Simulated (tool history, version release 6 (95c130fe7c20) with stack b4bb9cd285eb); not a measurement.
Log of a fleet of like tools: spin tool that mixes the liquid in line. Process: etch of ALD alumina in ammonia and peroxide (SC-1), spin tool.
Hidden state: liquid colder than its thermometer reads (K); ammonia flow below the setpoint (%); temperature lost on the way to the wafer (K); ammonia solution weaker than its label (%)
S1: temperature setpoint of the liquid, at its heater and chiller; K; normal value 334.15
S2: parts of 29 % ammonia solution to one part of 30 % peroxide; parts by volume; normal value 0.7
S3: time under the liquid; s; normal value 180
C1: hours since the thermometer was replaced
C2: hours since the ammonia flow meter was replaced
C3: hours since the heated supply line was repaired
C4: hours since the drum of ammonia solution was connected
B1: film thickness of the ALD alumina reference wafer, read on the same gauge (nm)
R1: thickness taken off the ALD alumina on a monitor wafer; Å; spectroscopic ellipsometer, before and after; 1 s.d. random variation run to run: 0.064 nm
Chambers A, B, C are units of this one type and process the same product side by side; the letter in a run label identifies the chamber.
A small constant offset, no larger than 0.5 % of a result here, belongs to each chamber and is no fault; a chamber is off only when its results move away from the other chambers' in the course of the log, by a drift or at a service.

Run 1B, day 0.346: usual settings; C1 1083.8; C2 108.1; C3 355.3; C4 506.4; B1 30.021. Result: R1 95.867 Å.
Run 2A, day 0.629: usual settings; C1 1328.7; C2 32.8; C3 276.3; C4 141; B1 30.04. Result: R1 96.219 Å.
Run 3C, day 0.921: usual settings; C1 702.2; C2 1015.9; C3 970.3; C4 221.2; B1 30.024. Result: R1 95.947 Å.
Run 4B, day 1.242: usual settings; C1 1105.3; C2 129.6; C3 376.8; C4 527.9; B1 30.009. Result: R1 96.078 Å.
At day 1.267: chamber C: new drum of ammonia solution connected.
Run 5A, day 1.579: usual settings but S3 145 s; C1 1351.5; C2 55.6; C3 299.1; C4 163.8; B1 29.959. Result: R1 77.175 Å.
Run 6C, day 1.908: usual settings but S3 145 s; C1 725.9; C2 1039.6; C3 994; C4 15.5; B1 29.947. Result: R1 77.38 Å.
Run 7A, day 2.158: usual settings but S3 145 s; C1 1365.4; C2 69.5; C3 313; C4 177.7; B1 30.011. Result: R1 77.501 Å.
Run 8C, day 2.421: usual settings; C1 738.2; C2 1051.9; C3 1006.3; C4 27.8; B1 29.944. Result: R1 95.572 Å.
Run 9B, day 2.575: usual settings; C1 1137.3; C2 161.6; C3 408.8; C4 559.9; B1 29.945. Result: R1 96.361 Å.
Run 10A, day 2.862: usual settings; C1 1382.3; C2 86.4; C3 329.9; C4 194.6; B1 30.035. Result: R1 95.456 Å.
Run 11C, day 3.067: usual settings; C1 753.7; C2 1067.4; C3 1021.8; C4 43.3; B1 30.043. Result: R1 94.683 Å.
Run 12B, day 3.267: usual settings but S2 0.95 parts by volume, S3 265 s; C1 1153.9; C2 178.2; C3 425.4; C4 576.5; B1 30.002. Result: R1 145.39 Å.
Run 13C, day 3.538: usual settings but S2 0.95 parts by volume, S3 265 s; C1 765; C2 1078.7; C3 1033.1; C4 54.6; B1 29.978. Result: R1 143.88 Å.
Run 14A, day 3.696: usual settings but S2 0.95 parts by volume, S3 265 s; C1 1402.3; C2 106.4; C3 349.9; C4 214.6; B1 29.978. Result: R1 145.92 Å.
Run 15B, day 3.917: usual settings; C1 1169.5; C2 193.8; C3 441; C4 592.1; B1 30.024. Result: R1 95.927 Å.
Run 16C, day 4.121: usual settings; C1 779; C2 1092.7; C3 1047.1; C4 68.6; B1 29.981. Result: R1 94.33 Å.
Run 17B, day 4.4: usual settings; C1 1181.1; C2 205.4; C3 452.6; C4 603.7; B1 30.031. Result: R1 96.42 Å.
Run 18A, day 4.712: usual settings; C1 1426.7; C2 130.8; C3 374.3; C4 239; B1 29.991. Result: R1 96.761 Å.
Run 19C, day 4.988: usual settings; C1 799.8; C2 1113.5; C3 1067.9; C4 89.4; B1 30.009. Result: R1 94.334 Å.
Run 20B, day 5.325: usual settings; C1 1203.3; C2 227.6; C3 474.8; C4 625.9; B1 29.985. Result: R1 96.291 Å.
Run 21A, day 5.633: usual settings; C1 1448.8; C2 152.9; C3 396.4; C4 261.1; B1 30.017. Result: R1 95.623 Å.
Run 22B, day 5.825: usual settings; C1 1215.3; C2 239.6; C3 486.8; C4 637.9; B1 30.005. Result: R1 96.251 Å.
Run 23A, day 6.017: usual settings; C1 1458; C2 162.1; C3 405.6; C4 270.3; B1 30.02. Result: R1 96.134 Å.
Run 24C, day 6.267: usual settings; C1 830.5; C2 1144.2; C3 1098.6; C4 120.1; B1 29.973. Result: R1 91.561 Å.
Run 25A, day 6.45: usual settings; C1 1468.4; C2 172.5; C3 416; C4 280.7; B1 29.995. Result: R1 95.221 Å.
Run 26C, day 6.717: usual settings; C1 841.3; C2 1155; C3 1109.4; C4 130.9; B1 29.988. Result: R1 91.117 Å.
Run 27B, day 6.95: usual settings; C1 1242.3; C2 266.6; C3 513.8; C4 664.9; B1 29.985. Result: R1 95.865 Å.
Run 28A, day 7.146: usual settings; C1 1485.1; C2 189.2; C3 432.7; C4 297.4; B1 30.021. Result: R1 95.706 Å.

The same settings go to every chamber for the next run, one line per chamber below. Forecast the results for each:
Run 29A, day 7.396: usual settings. Result: R1 ?.
Run 29B, day 7.396: usual settings. Result: R1 ?.
Run 29C, day 7.396: usual settings. Result: R1 ?.

run      R1
29A  95.474
29B  95.567
29C  90.866
